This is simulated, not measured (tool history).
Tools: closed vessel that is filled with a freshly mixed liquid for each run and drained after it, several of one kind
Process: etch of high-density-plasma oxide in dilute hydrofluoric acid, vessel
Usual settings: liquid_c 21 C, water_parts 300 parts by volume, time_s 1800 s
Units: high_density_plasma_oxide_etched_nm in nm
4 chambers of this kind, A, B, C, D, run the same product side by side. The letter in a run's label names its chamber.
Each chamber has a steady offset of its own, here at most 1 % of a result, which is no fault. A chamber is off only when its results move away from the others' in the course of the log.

run   hour  liquid_c  water_parts  time_s  hours since the thermometer was replaced  hours since the hydrofluoric acid flow meter was replaced  read-back film thickness of the high-density-plasma oxide reference wafer, read on the same gauge (nm)  high_density_plasma_oxide_etched_nm
 1A   11.1        21          300    1800                                    2042.7                                                      919.2                                                                                                  149.97                               30.332
 2B   21.7        21          300    1800                                    1741.8                                                     1808.2                                                                                                  149.98                               30.281
 3D   35.2        21          300    1800                                      75.6                                                      770.5                                                                                                  149.98                               29.737
 4C   49.0        21          300    1800                                    1629.2                                                      155.5                                                                                                  149.97                               30.027
 5B   59.0        21          300    1800                                    1779.1                                                     1845.5                                                                                                  149.96                               29.914
 6C   70.7        21          300    1800                                    1650.9                                                      177.2                                                                                                  150.03                               29.847
 7A   79.3        21          300    1800                                    2110.9                                                      987.4                                                                                                  150.01                               30.080
 8D   88.1        21          300    1800                                     128.5                                                      823.4                                                                                                  149.98                               29.766
 9A   98.9        21          300    1800                                    2130.5                                                     1007.0                                                                                                  150.03                               30.455
     100.1  -- chamber A: thermometer replaced
     100.3  -- chamber B: hydrofluoric acid flow meter replaced
10C  106.4        21          300    1800                                    1686.6                                                      212.9                                                                                                  149.95                               29.860
11D  118.4        21          300    1800                                     158.8                                                      853.7                                                                                                  150.00                               29.980
12B  128.4        21          300    1800                                    1848.5                                                       28.1                                                                                                  149.98                               30.018
13B  138.1        21          300    1800                                    1858.2                                                       37.8                                                                                                  150.04                               30.350
14D  147.0        21          300    1800                                     187.4                                                      882.3                                                                                                  150.01                               29.449
15A  157.8        21          300    1800                                      57.8                                                     1065.9                                                                                                  149.98                               30.066
16C  168.8        21          300    1800                                    1749.0                                                      275.3                                                                                                  149.99                               29.766
17A  182.1        21          300    1800                                      82.1                                                     1090.2                                                                                                  149.97                               30.256
18C  194.9        21          300    1800                                    1775.1                                                      301.4                                                                                                  150.03                               29.787
19D  204.5        21          300    1800                                     244.9                                                      939.8                                                                                                  150.00                               29.733
20B  215.3        21          300    2380                                    1935.4                                                      115.0                                                                                                  149.97                               40.081
21C  227.7        21          300    2380                                    1807.9                                                      334.2                                                                                                  149.96                               39.266
22B  239.2        21          300    2380                                    1959.3                                                      138.9                                                                                                  150.05                               39.596
23D  247.5        21          300    2380                                     287.9                                                      982.8                                                                                                  149.99                               39.438
24A  254.8        21          300    1800                                     154.8                                                     1162.9                                                                                                  149.97                               30.242
25A  265.6        21          300    1800                                     165.6                                                     1173.7                                                                                                  149.98                               30.538
26D  272.0        21          300    1800                                     312.4                                                     1007.3                                                                                                  149.95                               30.127
27B  283.6        21          300    1800                                    2003.7                                                      183.3                                                                                                  150.06                               29.824
     285.4  -- chamber C: hydrofluoric acid flow meter replaced
28C  296.0        21          300    1800                                    1876.2                                                       10.6                                                                                                  149.97                               30.171
29A  308.3        21          300    1800                                     208.3                                                     1216.4                                                                                                  149.96                               29.976
30D  317.3        21          300    2415                                     357.7                                                     1052.6                                                                                                  149.99                               39.744
31B  326.7        21          300    2415                                    2046.8                                                      226.4                                                                                                  149.97                               40.778
32C  336.1        21          300    2415                                    1916.3                                                       50.7                                                                                                  150.00                               39.908
33C  343.8        21          300    2415                                    1924.0                                                       58.4                                                                                                  150.00                               39.681
34B  355.1        21          300    1800                                    2075.2                                                      254.8                                                                                                  150.00                               30.560
35A  364.5        21          300    1800                                     264.5                                                     1272.6                                                                                                  149.97                               30.083
36D  376.2        21          300    1800                                     416.6                                                     1111.5                                                                                                  150.03                               30.062
     377.6  -- chamber C: thermometer replaced
37C  388.1        21          300    1800                                      10.6                                                      102.7                                                                                                  150.04                               30.146
38B  395.3        19          300    1800                                    2115.4                                                      295.0                                                                                                  149.98                               28.252
39D  401.8        19          300    1800                                     442.2                                                     1137.1                                                                                                  150.00                               27.653
40A  411.7        19          300    1800                                     311.7                                                     1319.8                                                                                                  149.99                               28.090
41A  419.4        19          300    1800                                     319.4                                                     1327.5                                                                                                  149.98                               27.784
42C  431.1        18          300    2220                                      53.6                                                      145.7                                                                                                  150.04                               32.861
43B  439.4        18          300    2220                                    2159.5                                                      339.1                                                                                                  150.02                               33.264

What goes on in this fleet: one chamber off, a drifting gauge, or nothing beyond the chambers' own small offsets? Name the chamber and the cause, if any.

No chamber stands off beyond its own small offset, and the gauge holds steady.

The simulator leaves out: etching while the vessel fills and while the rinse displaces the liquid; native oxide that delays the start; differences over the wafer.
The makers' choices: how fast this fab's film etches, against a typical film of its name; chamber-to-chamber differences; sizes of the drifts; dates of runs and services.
